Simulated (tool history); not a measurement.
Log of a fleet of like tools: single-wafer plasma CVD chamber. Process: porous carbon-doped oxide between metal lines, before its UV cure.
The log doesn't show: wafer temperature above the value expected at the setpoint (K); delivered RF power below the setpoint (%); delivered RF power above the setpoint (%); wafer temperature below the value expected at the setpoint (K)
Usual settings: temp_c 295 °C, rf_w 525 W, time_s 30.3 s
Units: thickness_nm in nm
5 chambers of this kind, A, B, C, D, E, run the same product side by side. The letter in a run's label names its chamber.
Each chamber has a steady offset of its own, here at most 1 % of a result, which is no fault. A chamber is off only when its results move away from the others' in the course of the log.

run   hour  temp_c  rf_w  time_s  hours since the last thermocouple change  hours since the last RF generator calibration  read-back reference wafer on the same gauge, thickness_nm  thickness_nm
 1D   10.5     295   525    30.3                                    1087.1                                         1746.1                                                     198.79        173.57
 2C   19.1     295   525    30.3                                    1936.5                                         1876.0                                                     199.14        174.09
 3E   28.6     295   525    30.3                                    1678.2                                         1046.3                                                     198.88        172.47
      39.0  -- chamber D: RF generator calibrated
 4B   39.6     295   525    30.3                                    1838.5                                          131.2                                                     198.83        173.26
 5A   52.6     295   525    30.3                                    1126.1                                         1431.0                                                     199.23        171.83
 6C   62.6     295   525    30.3                                    1980.0                                         1919.5                                                     199.18        174.06
 7E   69.2     295   525    30.3                                    1718.8                                         1086.9                                                     199.05        172.40
 8B   82.7     295   525    30.3                                    1881.6                                          174.3                                                     199.14        172.65
 9A   94.0     295   525    30.3                                    1167.5                                         1472.4                                                     199.04        173.24
10D  107.3     295   455    28.0                                    1183.9                                           68.4                                                     198.85        145.26
11A  113.9     295   455    28.0                                    1187.4                                         1492.3                                                     199.13        145.34
12C  127.9     295   455    28.0                                    2045.3                                         1984.8                                                     198.96        146.73
13E  138.9     295   455    28.0                                    1788.5                                         1156.6                                                     198.78        146.14
14D  152.6     295   455    28.0                                    1229.2                                          113.7                                                     199.05        145.45
15B  165.8     295   525    30.3                                    1964.7                                          257.4                                                     198.83        173.58
     176.9  -- chamber B: thermocouple changed; heater temperature recalibrated
16E  178.2     295   525    30.3                                    1827.8                                         1195.9                                                     198.83        172.26
17A  185.1     295   525    30.3                                    1258.6                                         1563.5                                                     198.74        172.83
18D  195.7     295   525    30.3                                    1272.3                                          156.8                                                     198.79        172.81
19B  209.1     295   525    30.3                                      32.3                                          300.7                                                     199.10        173.82
20C  216.4     295   525    30.3                                    2133.8                                         2073.3                                                     198.97        172.85
21A  228.2     295   525    30.3                                    1301.7                                         1606.6                                                     198.72        173.11
22D  236.0     295   525    30.3                                    1312.6                                          197.1                                                     198.90        172.12
23B  246.1     295   525    30.3                                      69.3                                          337.7                                                     199.10        173.75
     255.8  -- chamber E: RF generator calibrated
24C  260.5     295   610    32.8                                    2177.9                                         2117.4                                                     198.90        206.78
25E  272.7     295   610    32.8                                    1922.3                                           17.0                                                     198.83        205.84
26A  287.2     295   610    32.8                                    1360.7                                         1665.6                                                     199.02        206.24
27E  301.5     295   610    32.8                                    1951.1                                           45.8                                                     199.06        207.18
28C  315.6     295   610    32.8                                    2233.0                                         2172.5                                                     198.87        207.70
29D  328.6     295   525    30.3                                    1405.2                                          289.7                                                     198.89        173.21
30B  335.5     295   525    30.3                                     158.7                                          427.1                                                     198.90        172.81
31E  345.7     295   525    30.3                                    1995.3                                           90.0                                                     198.79        173.80
     351.2  -- chamber C: thermocouple changed; heater temperature recalibrated
32B  359.5     295   525    25.9                                     182.7                                          451.1                                                     199.00        147.97
33D  367.6     295   525    25.9                                    1444.2                                          328.7                                                     198.78        149.29
34C  374.0     295   525    25.9                                      22.8                                         2230.9                                                     199.15        150.29
35A  382.5     295   525    25.9                                    1456.0                                         1760.9                                                     198.98        148.66
36A  390.6     295   525    25.9                                    1464.1                                         1769.0                                                     198.99        148.33

Next, every chamber runs the same settings. What will each give?
37A  401.1     295   525    30.3                                                                                                                                                                 ?
37B  401.1     295   525    30.3                                                                                                                                                                 ?
37C  401.1     295   525    30.3                                                                                                                                                                 ?
37D  401.1     295   525    30.3                                                                                                                                                                 ?
37E  401.1     295   525    30.3                                                                                                                                                                 ?

run  thickness_nm
37A        172.58
37B        173.13
37C        172.75
37D        171.67
37E        172.97
